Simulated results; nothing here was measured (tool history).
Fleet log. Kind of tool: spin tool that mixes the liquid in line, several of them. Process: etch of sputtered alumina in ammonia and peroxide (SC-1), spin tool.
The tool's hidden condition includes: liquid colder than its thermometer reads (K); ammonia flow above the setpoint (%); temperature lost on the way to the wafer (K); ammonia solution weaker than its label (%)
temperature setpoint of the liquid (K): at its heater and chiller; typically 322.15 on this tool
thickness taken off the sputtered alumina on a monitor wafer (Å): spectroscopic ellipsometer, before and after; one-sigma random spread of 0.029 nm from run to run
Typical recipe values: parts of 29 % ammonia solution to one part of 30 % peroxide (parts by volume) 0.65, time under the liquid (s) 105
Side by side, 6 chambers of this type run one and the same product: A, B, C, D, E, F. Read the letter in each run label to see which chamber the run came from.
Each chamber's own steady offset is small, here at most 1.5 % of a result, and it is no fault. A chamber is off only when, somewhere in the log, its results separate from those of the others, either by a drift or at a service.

run	hour	temperature setpoint of the liquid (K)	parts of 29 % ammonia solution to one part of 30 % peroxide (parts by volume)	time under the liquid (s)	hours since the thermometer was replaced	hours since the ammonia flow meter was replaced	hours since the heated supply line was repaired	hours since the drum of ammonia solution was connected	read-back film thickness of the sputtered alumina reference wafer, read on the same gauge (nm)	thickness taken off the sputtered alumina on a monitor wafer (Å)
1D	8.8	322.15	0.65	105	671.8	109.7	1392.5	715.2	100.01	57.777
2B	18.9	322.15	0.65	105	173.9	920.8	1217	31.5	100.01	57.803
3E	28.5	322.15	0.65	105	1140.5	2356.3	588.6	57.8	99.984	57.328
4F	36.2	322.15	0.65	105	1215.6	137.6	249.2	916.5	99.991	57.323
5C	45.6	322.15	0.65	105	2513.5	895.9	1079.8	173.7	100.02	58.095
6A	58.8	322.15	0.65	105	175.9	494.6	76	73.7	99.987	57.141
7F	67.1	322.15	0.65	105	1246.5	168.5	280.1	947.4	100	57.518
# hour 75.2: chamber D: new drum of ammonia solution connected
8D	77	322.15	0.65	105	740	177.9	1460.7	1.9	100.01	57.541
# hour 82.5: chamber C: thermometer replaced
9C	88.2	322.15	0.65	105	5.7	938.5	1122.4	216.3	100	57.921
10A	98	322.15	0.65	105	215.1	533.8	115.2	112.9	99.973	57.135
11B	111	322.15	0.85	105	266	1012.9	1309.1	123.6	100.01	59.258
12E	120.8	322.15	0.85	105	1232.8	2448.6	680.9	150.1	100.01	58.756
13E	134.1	322.15	0.85	105	1246.1	2461.9	694.2	163.4	99.983	59.207
# hour 137.1: chamber F: new drum of ammonia solution connected
14B	142	322.15	0.85	105	297	1043.9	1340.1	154.6	100.01	58.752
15A	150.2	322.15	0.85	105	267.3	586	167.4	165.1	100	58.208
# hour 157.3: chamber E: new drum of ammonia solution connected
16D	160	322.15	0.85	105	823	260.9	1543.7	84.9	100	58.51
# hour 171.8: chamber D: heated supply line repaired
17F	174	322.15	0.65	105	1353.4	275.4	387	36.9	100.01	57.524
18C	184.6	322.15	0.65	105	102.1	1034.9	1218.8	312.7	99.998	58.108
19E	194.1	322.15	0.65	105	1306.1	2521.9	754.2	36.8	99.987	57.176
20D	201.8	322.15	0.65	105	864.8	302.7	30.1	126.7	100.01	56.445
# hour 204: chamber E: ammonia flow meter replaced
21A	209.9	322.15	0.65	105	327	645.7	227.1	224.8	100.01	55.997
22C	222.8	322.15	0.65	105	140.3	1073.1	1257	350.9	100.01	58.367
# hour 232.8: chamber B: new drum of ammonia solution connected
# hour 234.8: chamber C: ammonia flow meter replaced
23F	235	322.15	0.65	105	1414.4	336.4	448	97.9	99.988	57.351
24B	241.8	322.15	0.65	105	396.8	1143.7	1439.9	9	100.02	57.368
25A	250.6	322.15	0.65	105	367.7	686.4	267.8	265.5	99.995	56.742
26F	260.2	322.15	0.65	105	1439.6	361.6	473.2	123.1	100.01	57.865
27B	274	313.15	0.65	105	429	1175.9	1472.1	41.2	99.998	34.762
28D	288.1	313.15	0.65	105	951.1	389	116.4	213	100	32.876
29C	300.4	313.15	0.65	105	217.9	65.6	1334.6	428.5	99.999	34.871
30E	308.3	313.15	0.65	105	1420.3	104.3	868.4	151	100.02	34.394
31B	322.1	313.15	0.65	105	477.1	1224	1520.2	89.3	99.996	34.817
32F	330.1	313.15	0.65	105	1509.5	431.5	543.1	193	100.01	34.442
33C	340.8	322.15	0.65	105	258.3	106	1375	468.9	99.985	57.905
# hour 342.7: chamber E: new drum of ammonia solution connected
34D	347.9	322.15	0.65	105	1010.9	448.8	176.2	272.8	100	55.425
35A	357	322.15	0.65	105	474.1	792.8	374.2	371.9	100.01	56.597
36E	366.2	322.15	0.65	105	1478.2	162.2	926.3	23.6	99.991	57.467

Read the log: is a single chamber off, either drifting away or since a service, is the gauge that measures every chamber drifting, or is nothing wrong beyond small per-chamber offsets? Name any odd chamber and what most likely caused it.

One chamber, D, drifts off from the rest bit by bit.
What lies behind it: liquid colder than its thermometer reads (K) = 0.808.

Which of the 4 candidates below, each the usual settings with something changed and its results left as question marks, puts chamber D back in line with what the other chambers give on the usual settings?
A result is in line if it is within this distance of the other chambers' mean on the usual settings: thickness taken off the sputtered alumina on a monitor wafer (Å) 1
37D-1	377	322.15	0.65	110						?
37D-2	377	322.15	0.25	105						?
37D-3	377	322.15	0.65	100						?
37D-4	377	322.15	0.65	115						?

On the usual settings, the other chambers give on average: thickness taken off the sputtered alumina on a monitor wafer (Å) 57.477
run	thickness taken off the sputtered alumina on a monitor wafer (Å)
37D-1	57.812
37D-2	50.363
37D-3	52.556
37D-4	60.44
With 37D-1, the chamber falls back in line with the rest.

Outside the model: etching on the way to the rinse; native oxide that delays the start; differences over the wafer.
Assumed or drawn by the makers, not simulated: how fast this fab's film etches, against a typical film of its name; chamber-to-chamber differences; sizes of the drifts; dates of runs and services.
